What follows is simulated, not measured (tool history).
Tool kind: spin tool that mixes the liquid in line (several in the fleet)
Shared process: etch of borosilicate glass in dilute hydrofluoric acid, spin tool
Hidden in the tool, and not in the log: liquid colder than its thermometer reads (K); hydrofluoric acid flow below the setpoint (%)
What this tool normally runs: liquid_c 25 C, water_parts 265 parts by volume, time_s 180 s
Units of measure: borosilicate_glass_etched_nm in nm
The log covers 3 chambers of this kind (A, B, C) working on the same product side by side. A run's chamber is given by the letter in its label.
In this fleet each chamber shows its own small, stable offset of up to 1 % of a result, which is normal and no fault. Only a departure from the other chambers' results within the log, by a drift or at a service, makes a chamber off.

run	hour	liquid_c	water_parts	time_s	hours since the thermometer was replaced	hours since the hydrofluoric acid flow meter was replaced	read-back film thickness of the borosilicate glass reference wafer, read on the same gauge (nm)	borosilicate_glass_etched_nm
1B	9.5	25	265	180	1898.2	1282.1	119.99	18.742
2A	17.2	25	265	180	234.7	898.9	120.02	18.366
3C	27.3	25	265	180	1107.2	250.9	119.99	18.349
4C	36.1	25	265	180	1116	259.7	119.98	18.206
5B	45.2	25	265	180	1933.9	1317.8	120	18.057
6A	51.9	25	265	180	269.4	933.6	120	18.233
7A	56.7	25	195	110	274.2	938.4	120	16.509
8B	63.6	25	195	110	1952.3	1336.2	119.99	16.691
9C	70.2	25	195	110	1150.1	293.8	120.05	16.521
10A	75.2	25	265	180	292.7	956.9	120	17.81
11C	80	21.5	165	180	1159.9	303.6	120.02	29.058
12B	89.1	21.5	165	180	1977.8	1361.7	120.01	28.843
13C	94.8	21.5	165	180	1174.7	318.4	120.03	29.006
14B	103.5	25	265	180	1992.2	1376.1	120	18.264
15A	109.5	25	265	180	327	991.2	120.02	17.697
16B	116.9	25	265	180	2005.6	1389.5	120.01	18.183
17C	123.3	25	265	180	1203.2	346.9	119.93	18.525
18A	130.4	25	265	180	347.9	1012.1	119.98	17.414
19C	136.4	25	265	180	1216.3	360	120	18.398
20A	145.7	25	265	180	363.2	1027.4	120	17.442
21B	155.2	25	265	180	2043.9	1427.8	120.02	18.059
22B	162.8	29.5	265	180	2051.5	1435.4	120.01	21.559
23C	173.1	29.5	265	180	1253	396.7	120.03	21.4
24A	181.3	29.5	265	180	398.8	1063	119.97	20.115
25B	187.1	25	265	180	2075.8	1459.7	120.04	18.386
26C	193.6	25	265	180	1273.5	417.2	120.03	18.296
27A	202	25	265	240	419.5	1083.7	119.95	22.66
28C	212.6	25	265	240	1292.5	436.2	120.01	24.669

Next, every chamber runs the same settings. What will each give?
29A	220.4	25	185	180				?
29B	220.4	25	185	180				?
29C	220.4	25	185	180				?

run	borosilicate_glass_etched_nm
29A	26.628
29B	28.977
29C	29.076

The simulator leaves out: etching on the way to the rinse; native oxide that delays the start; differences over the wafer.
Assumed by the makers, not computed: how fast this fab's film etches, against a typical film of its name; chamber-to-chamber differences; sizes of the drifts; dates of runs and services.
